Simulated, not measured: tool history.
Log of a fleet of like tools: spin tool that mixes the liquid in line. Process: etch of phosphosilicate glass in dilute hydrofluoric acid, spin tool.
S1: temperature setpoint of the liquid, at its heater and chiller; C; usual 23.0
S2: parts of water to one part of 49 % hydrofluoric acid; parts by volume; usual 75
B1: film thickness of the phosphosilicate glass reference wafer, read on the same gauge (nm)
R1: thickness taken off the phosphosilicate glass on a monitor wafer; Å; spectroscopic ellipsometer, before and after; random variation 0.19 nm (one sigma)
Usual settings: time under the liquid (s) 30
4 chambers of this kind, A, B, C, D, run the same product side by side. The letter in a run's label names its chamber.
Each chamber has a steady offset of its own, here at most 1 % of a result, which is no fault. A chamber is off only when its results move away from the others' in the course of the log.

{"run": "1B", "hour": 10.0, "S1": 23.0, "S2": 75, "time under the liquid (s)": 30, "B1": 30.013, "R1": 318.23}
{"run": "2A", "hour": 19.0, "S1": 23.0, "S2": 75, "time under the liquid (s)": 30, "B1": 30.0, "R1": 317.98}
{"run": "3C", "hour": 27.9, "S1": 23.0, "S2": 75, "time under the liquid (s)": 30, "B1": 29.981, "R1": 317.44}
{"run": "4D", "hour": 39.2, "S1": 23.0, "S2": 75, "time under the liquid (s)": 30, "B1": 30.003, "R1": 322.96}
{"run": "5A", "hour": 52.2, "S1": 25.5, "S2": 50, "time under the liquid (s)": 30, "B1": 29.982, "R1": 550.79}
{"run": "6D", "hour": 60.8, "S1": 25.5, "S2": 50, "time under the liquid (s)": 30, "B1": 30.001, "R1": 547.73}
{"run": "7C", "hour": 70.6, "S1": 25.5, "S2": 50, "time under the liquid (s)": 30, "B1": 29.988, "R1": 541.73}
{"hour": 74.3, "done": "chamber B: thermometer replaced"}
{"run": "8B", "hour": 77.2, "S1": 25.5, "S2": 50, "time under the liquid (s)": 30, "B1": 30.0, "R1": 550.56}
{"hour": 79.0, "done": "chamber D: thermometer replaced"}
{"run": "9B", "hour": 91.4, "S1": 23.0, "S2": 75, "time under the liquid (s)": 30, "B1": 29.994, "R1": 321.35}
{"hour": 98.8, "done": "chamber A: thermometer replaced"}
{"run": "10C", "hour": 101.9, "S1": 23.0, "S2": 75, "time under the liquid (s)": 30, "B1": 29.998, "R1": 316.34}
{"run": "11D", "hour": 115.0, "S1": 23.0, "S2": 75, "time under the liquid (s)": 30, "B1": 30.002, "R1": 316.66}
{"hour": 116.2, "done": "chamber A: hydrofluoric acid flow meter replaced"}
{"run": "12A", "hour": 125.1, "S1": 23.0, "S2": 75, "time under the liquid (s)": 30, "B1": 29.99, "R1": 320.17}
{"run": "13D", "hour": 138.7, "S1": 23.0, "S2": 75, "time under the liquid (s)": 30, "B1": 30.019, "R1": 321.62}
{"run": "14B", "hour": 146.9, "S1": 23.0, "S2": 75, "time under the liquid (s)": 30, "B1": 30.001, "R1": 318.1}
{"run": "15C", "hour": 158.7, "S1": 23.0, "S2": 75, "time under the liquid (s)": 30, "B1": 30.005, "R1": 316.34}
{"run": "16A", "hour": 172.2, "S1": 23.0, "S2": 75, "time under the liquid (s)": 30, "B1": 29.975, "R1": 319.09}
{"run": "17A", "hour": 182.5, "S1": 23.0, "S2": 75, "time under the liquid (s)": 15, "B1": 30.006, "R1": 160.89}
{"run": "18B", "hour": 192.5, "S1": 23.0, "S2": 75, "time under the liquid (s)": 15, "B1": 30.023, "R1": 160.39}
{"run": "19C", "hour": 201.9, "S1": 23.0, "S2": 75, "time under the liquid (s)": 15, "B1": 29.984, "R1": 155.84}
{"run": "20D", "hour": 213.3, "S1": 23.0, "S2": 75, "time under the liquid (s)": 15, "B1": 29.986, "R1": 159.9}
{"run": "21A", "hour": 223.7, "S1": 23.0, "S2": 75, "time under the liquid (s)": 30, "B1": 29.989, "R1": 319.61}
{"run": "22C", "hour": 231.4, "S1": 23.0, "S2": 75, "time under the liquid (s)": 30, "B1": 29.996, "R1": 312.84}
{"run": "23D", "hour": 242.4, "S1": 23.0, "S2": 50, "time under the liquid (s)": 35, "B1": 30.015, "R1": 579.1}
{"run": "24B", "hour": 252.5, "S1": 23.0, "S2": 50, "time under the liquid (s)": 35, "B1": 30.006, "R1": 580.11}
{"run": "25A", "hour": 258.7, "S1": 23.0, "S2": 50, "time under the liquid (s)": 35, "B1": 30.01, "R1": 576.29}
{"run": "26C", "hour": 267.7, "S1": 23.0, "S2": 50, "time under the liquid (s)": 35, "B1": 29.99, "R1": 564.93}
{"hour": 277.7, "done": "chamber C: thermometer replaced"}
{"run": "27B", "hour": 277.9, "S1": 23.0, "S2": 75, "time under the liquid (s)": 30, "B1": 29.994, "R1": 319.41}
{"run": "28D", "hour": 285.1, "S1": 23.0, "S2": 45, "time under the liquid (s)": 15, "B1": 29.985, "R1": 280.35}
{"run": "29A", "hour": 293.4, "S1": 23.0, "S2": 45, "time under the liquid (s)": 15, "B1": 29.986, "R1": 280.76}
{"run": "30B", "hour": 301.5, "S1": 23.0, "S2": 45, "time under the liquid (s)": 15, "B1": 30.009, "R1": 277.6}
{"run": "31C", "hour": 313.9, "S1": 23.0, "S2": 45, "time under the liquid (s)": 15, "B1": 30.007, "R1": 267.16}
{"run": "32D", "hour": 328.3, "S1": 23.0, "S2": 75, "time under the liquid (s)": 30, "B1": 30.007, "R1": 317.91}
{"run": "33B", "hour": 336.9, "S1": 23.0, "S2": 75, "time under the liquid (s)": 30, "B1": 29.986, "R1": 320.38}
{"run": "34C", "hour": 350.8, "S1": 23.0, "S2": 75, "time under the liquid (s)": 30, "B1": 29.991, "R1": 308.08}
{"run": "35A", "hour": 360.0, "S1": 23.0, "S2": 75, "time under the liquid (s)": 30, "B1": 30.011, "R1": 320.02}
{"run": "36D", "hour": 370.3, "S1": 23.0, "S2": 75, "time under the liquid (s)": 30, "B1": 30.006, "R1": 319.88}

What goes on in this fleet: one chamber off, a drifting gauge, or nothing beyond the chambers' own small offsets? Name the chamber and the cause, if any.

Chamber C drifts away from the others.
Cause: hydrofluoric acid flow below the setpoint (%) = 3.25.

Here are 4 candidates for chamber C's next run, each the usual settings with a change, their results left as question marks. Which one brings its results back in line with what the others give on the usual settings?
In line means no further than this from the other chambers' mean on the usual settings: R1 6.80 Å
{"run": "37C-1", "hour": 380.6, "S1": 22.5, "S2": 80, "time under the liquid (s)": 30, "R1": "?"}
{"run": "37C-2", "hour": 380.6, "S1": 22.0, "S2": 75, "time under the liquid (s)": 30, "R1": "?"}
{"run": "37C-3", "hour": 380.6, "S1": 25.5, "S2": 75, "time under the liquid (s)": 30, "R1": "?"}
{"run": "37C-4", "hour": 380.6, "S1": 24.0, "S2": 75, "time under the liquid (s)": 30, "R1": "?"}

The other chambers' mean on the usual settings: R1 319.46 Å
run=37C-1 R1=279.71
run=37C-2 R1=294.22
run=37C-3 R1=338.06
run=37C-4 R1=318.61
37C-4 brings the chamber back in line.
